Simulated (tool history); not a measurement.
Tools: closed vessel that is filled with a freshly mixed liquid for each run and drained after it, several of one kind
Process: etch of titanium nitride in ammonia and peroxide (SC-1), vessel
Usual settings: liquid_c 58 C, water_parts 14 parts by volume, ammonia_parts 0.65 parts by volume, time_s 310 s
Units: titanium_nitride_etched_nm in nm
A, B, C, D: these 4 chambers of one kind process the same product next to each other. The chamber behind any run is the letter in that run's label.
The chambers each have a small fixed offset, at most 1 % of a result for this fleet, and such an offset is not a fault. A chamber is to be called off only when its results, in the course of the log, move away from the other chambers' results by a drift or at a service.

run   hour  liquid_c  water_parts  ammonia_parts  time_s  read-back film thickness of the titanium nitride reference wafer, read on the same gauge (nm)  titanium_nitride_etched_nm
 1B    6.5        58           14           0.65     310                                                                                         39.974                      35.304
 2C   14.2        58           14           0.65     310                                                                                         39.975                      35.567
 3A   21.3        58           14           0.65     310                                                                                         40.006                      35.650
 4D   29.4        58           14           0.65     310                                                                                         40.027                      35.686
 5B   37.4        58           14           0.65     310                                                                                         40.004                      35.766
 6C   42.4        58           14           0.65     310                                                                                         39.992                      35.510
 7A   46.9        58           14           0.65     310                                                                                         39.987                      35.610
 8D   52.1        58           14           0.65     310                                                                                         39.992                      35.539
 9B   56.0        58           14           0.65     310                                                                                         39.971                      35.936
10C   61.4        58           14           0.65     310                                                                                         39.975                      34.855
11A   66.2        58           14           0.65     310                                                                                         39.991                      35.853
12D   70.5        58           14           0.65     310                                                                                         39.940                      35.140
13C   78.4        58           14           0.65     310                                                                                         40.001                      34.844
14B   84.5        58           14           0.65     310                                                                                         39.974                      36.363
15A   88.8        58           14           0.65     310                                                                                         39.998                      34.875
      96.8  -- chamber D: ammonia flow meter replaced
16D   97.3        58           14           0.65     310                                                                                         39.996                      34.816
17A  103.5        58           14           0.65     310                                                                                         40.027                      35.654
18B  107.6        58           14           0.65     310                                                                                         39.971                      36.733
19D  111.3        58           14           0.65     310                                                                                         40.017                      35.021
20C  116.6        58           14           0.65     310                                                                                         39.985                      35.171
21A  123.3        58           14           0.65     310                                                                                         39.996                      35.771
22D  131.8        58           18           0.50     310                                                                                         39.981                      29.113
23B  138.9        58           18           0.50     310                                                                                         39.956                      31.421
24C  145.0        58           18           0.50     310                                                                                         39.994                      29.250

Decide between three cases: one chamber stands off from its peers, the gauge reading all wafers drifts, or nothing is wrong past each chamber's small offset. Where a chamber is off, say which and what most likely put it there.

It is chamber B that slowly wanders off from its peers.
What lies behind it: liquid hotter than its thermometer reads (K) = 1.35.

Here are 4 candidates for chamber B's next run, each the usual settings with a change, their results left as question marks. Which one brings its results back in line with what the others give on the usual settings?
In line here means within this much of the mean the other chambers give on the usual settings: titanium_nitride_etched_nm 0.860 nm
25B-1  151.1      57.5         14.0           0.65     295                                                                                                                          ?
25B-2  151.1      58.0         13.5           0.65     330                                                                                                                          ?
25B-3  151.1      58.0         14.0           0.65     320                                                                                                                          ?
25B-4  151.1      57.5         14.0           0.65     310                                                                                                                          ?

What the other chambers average on the usual settings: titanium_nitride_etched_nm 35.225 nm
  run  titanium_nitride_etched_nm
25B-1                      35.223
25B-2                      41.522
25B-3                      39.488
25B-4                      37.014
25B-1 brings the chamber back in line.
